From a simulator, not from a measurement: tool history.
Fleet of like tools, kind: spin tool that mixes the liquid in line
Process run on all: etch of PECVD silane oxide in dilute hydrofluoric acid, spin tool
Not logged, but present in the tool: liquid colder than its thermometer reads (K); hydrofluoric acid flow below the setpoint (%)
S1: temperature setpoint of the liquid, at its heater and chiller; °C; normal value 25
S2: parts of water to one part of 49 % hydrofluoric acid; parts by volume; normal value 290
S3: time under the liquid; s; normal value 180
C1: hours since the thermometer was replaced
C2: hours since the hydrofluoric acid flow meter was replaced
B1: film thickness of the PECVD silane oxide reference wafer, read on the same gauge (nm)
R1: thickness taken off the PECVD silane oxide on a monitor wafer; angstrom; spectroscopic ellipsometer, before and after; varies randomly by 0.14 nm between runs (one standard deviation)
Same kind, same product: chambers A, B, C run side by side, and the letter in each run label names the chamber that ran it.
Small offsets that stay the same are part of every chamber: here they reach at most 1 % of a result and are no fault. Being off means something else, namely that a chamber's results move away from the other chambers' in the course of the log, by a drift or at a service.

{"run": "1B", "day": 0.321, "S1": 25, "S2": 290, "S3": 180, "C1": 2275.8, "C2": 1340.2, "B1": 49.981, "R1": 148.76}
{"run": "2C", "day": 0.704, "S1": 25, "S2": 290, "S3": 180, "C1": 171.7, "C2": 343.1, "B1": 50.046, "R1": 146.09}
{"run": "3A", "day": 0.962, "S1": 25, "S2": 290, "S3": 180, "C1": 1053.5, "C2": 1223.9, "B1": 50.004, "R1": 142.35}
{"run": "4B", "day": 1.358, "S1": 25, "S2": 290, "S3": 180, "C1": 2300.7, "C2": 1365.1, "B1": 49.989, "R1": 146.95}
{"run": "5A", "day": 1.621, "S1": 25, "S2": 290, "S3": 180, "C1": 1069.3, "C2": 1239.7, "B1": 49.98, "R1": 146.49}
{"run": "6C", "day": 1.875, "S1": 25, "S2": 290, "S3": 180, "C1": 199.8, "C2": 371.2, "B1": 49.972, "R1": 147.63}
{"run": "7C", "day": 2.167, "S1": 25, "S2": 290, "S3": 180, "C1": 206.8, "C2": 378.2, "B1": 49.992, "R1": 147.16}
{"run": "8B", "day": 2.429, "S1": 25, "S2": 290, "S3": 180, "C1": 2326.4, "C2": 1390.8, "B1": 49.964, "R1": 147.01}
{"run": "9A", "day": 2.679, "S1": 25, "S2": 290, "S3": 180, "C1": 1094.7, "C2": 1265.1, "B1": 50.034, "R1": 146.73}
{"run": "10A", "day": 3.042, "S1": 23.5, "S2": 290, "S3": 180, "C1": 1103.4, "C2": 1273.8, "B1": 49.993, "R1": 139.1}
{"run": "11C", "day": 3.338, "S1": 23.5, "S2": 290, "S3": 180, "C1": 234.9, "C2": 406.3, "B1": 49.978, "R1": 139.24}
{"run": "12B", "day": 3.562, "S1": 23.5, "S2": 290, "S3": 180, "C1": 2353.6, "C2": 1418, "B1": 50.055, "R1": 139.15}
{"run": "13A", "day": 3.9, "S1": 25, "S2": 290, "S3": 180, "C1": 1124, "C2": 1294.4, "B1": 50.012, "R1": 146.24}
{"run": "14B", "day": 4.108, "S1": 25, "S2": 290, "S3": 180, "C1": 2366.7, "C2": 1431.1, "B1": 50.055, "R1": 149.68}
{"run": "15C", "day": 4.342, "S1": 25, "S2": 290, "S3": 180, "C1": 259, "C2": 430.4, "B1": 49.971, "R1": 147.23}
{"run": "16C", "day": 4.712, "S1": 25, "S2": 290, "S3": 180, "C1": 267.9, "C2": 439.3, "B1": 50.011, "R1": 146}
{"run": "17B", "day": 4.904, "S1": 25, "S2": 290, "S3": 180, "C1": 2385.8, "C2": 1450.2, "B1": 49.991, "R1": 144.32}
{"run": "18A", "day": 5.092, "S1": 25, "S2": 290, "S3": 180, "C1": 1152.6, "C2": 1323, "B1": 50.021, "R1": 143.98}
{"run": "19B", "day": 5.371, "S1": 25, "S2": 290, "S3": 180, "C1": 2397, "C2": 1461.4, "B1": 49.995, "R1": 147.16}
{"run": "20C", "day": 5.638, "S1": 28.5, "S2": 235, "S3": 180, "C1": 290.1, "C2": 461.5, "B1": 49.974, "R1": 215.48}
{"run": "21A", "day": 5.833, "S1": 28.5, "S2": 235, "S3": 180, "C1": 1170.4, "C2": 1340.8, "B1": 49.984, "R1": 221.07}

Each of the 3 chambers runs these same settings next. Fill in every chamber's results:
{"run": "22A", "day": 6.112, "S1": 25, "S2": 290, "S3": 180, "R1": "?"}
{"run": "22B", "day": 6.112, "S1": 25, "S2": 290, "S3": 180, "R1": "?"}
{"run": "22C", "day": 6.112, "S1": 25, "S2": 290, "S3": 180, "R1": "?"}

run=22A R1=147.33
run=22B R1=147.67
run=22C R1=143.08

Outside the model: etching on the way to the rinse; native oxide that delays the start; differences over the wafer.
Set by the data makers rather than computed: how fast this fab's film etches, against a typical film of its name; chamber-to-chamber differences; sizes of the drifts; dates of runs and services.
